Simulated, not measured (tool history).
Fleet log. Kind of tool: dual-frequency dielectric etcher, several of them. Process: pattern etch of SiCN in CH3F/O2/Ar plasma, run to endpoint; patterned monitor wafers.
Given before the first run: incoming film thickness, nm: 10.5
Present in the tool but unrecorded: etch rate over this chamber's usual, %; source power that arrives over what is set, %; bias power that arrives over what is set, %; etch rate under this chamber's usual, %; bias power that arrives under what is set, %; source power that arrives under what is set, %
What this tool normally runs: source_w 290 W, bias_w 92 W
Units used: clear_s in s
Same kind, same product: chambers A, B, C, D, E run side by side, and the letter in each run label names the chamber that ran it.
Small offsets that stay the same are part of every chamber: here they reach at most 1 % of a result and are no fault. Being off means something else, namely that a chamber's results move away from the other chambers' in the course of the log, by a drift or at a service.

run,hour,source_w,bias_w,hours since the last wet clean,hours since the last source power generator calibration,hours since the last bias power generator calibration,clear_s
1C,5.8,290,92,179.2,593.4,2996.0,28.969
2E,10.5,290,92,338.9,1520.4,382.2,28.998
3D,17.8,290,92,220.0,1513.0,439.7,28.832
4B,27.8,290,92,160.6,1275.5,2187.3,28.656
5A,33.0,290,92,222.6,3686.1,598.2,28.254
6E,38.9,290,92,367.3,1548.8,410.6,28.735
# hour 40.3: chamber E: wet clean of the chamber
7C,47.2,290,92,220.6,634.8,3037.4,29.141
# hour 54.3: chamber C: bias power generator calibrated
8B,54.6,290,92,187.4,1302.3,2214.1,28.970
9D,63.6,290,92,265.8,1558.8,485.5,29.167
10A,69.0,290,92,258.6,3722.1,634.2,28.664
11E,78.1,290,92,37.8,1588.0,449.8,28.879
12D,83.3,290,92,285.5,1578.5,505.2,28.929
13C,89.3,220,92,262.7,676.9,35.0,32.160
14B,99.1,220,92,231.9,1346.8,2258.6,32.319
15A,103.8,220,92,293.4,3756.9,669.0,31.563
16D,108.8,220,92,311.0,1604.0,530.7,32.225
17E,114.9,220,92,74.6,1624.8,486.6,31.945
18C,124.5,290,92,297.9,712.1,70.2,29.200
19A,132.7,290,92,322.3,3785.8,697.9,28.464
20B,141.5,290,92,274.3,1389.2,2301.0,29.271
21D,151.8,290,73,354.0,1647.0,573.7,31.729
22E,158.0,290,73,117.7,1667.9,529.7,31.653
23B,167.7,290,73,300.5,1415.4,2327.2,32.375
24C,175.7,290,73,349.1,763.3,121.4,31.687
25A,184.5,290,73,374.1,3837.6,749.7,30.863
26C,194.8,290,92,368.2,782.4,140.5,28.918
27D,199.7,290,92,401.9,1694.9,621.6,28.734
28A,204.8,290,92,394.4,3857.9,770.0,28.574
29B,215.3,250,78,348.1,1463.0,2374.8,33.288
30E,224.7,250,78,184.4,1734.6,596.4,32.873
31A,229.5,250,78,419.1,3882.6,794.7,32.144
32D,237.8,250,78,440.0,1733.0,659.7,32.722
33C,245.2,250,78,418.6,832.8,190.9,33.095

Next, every chamber runs the same settings. What will each give?
34A,252.9,290,92,,,,?
34B,252.9,290,92,,,,?
34C,252.9,290,92,,,,?
34D,252.9,290,92,,,,?
34E,252.9,290,92,,,,?

run,clear_s
34A,28.548
34B,30.461
34C,29.052
34D,28.887
34E,28.812
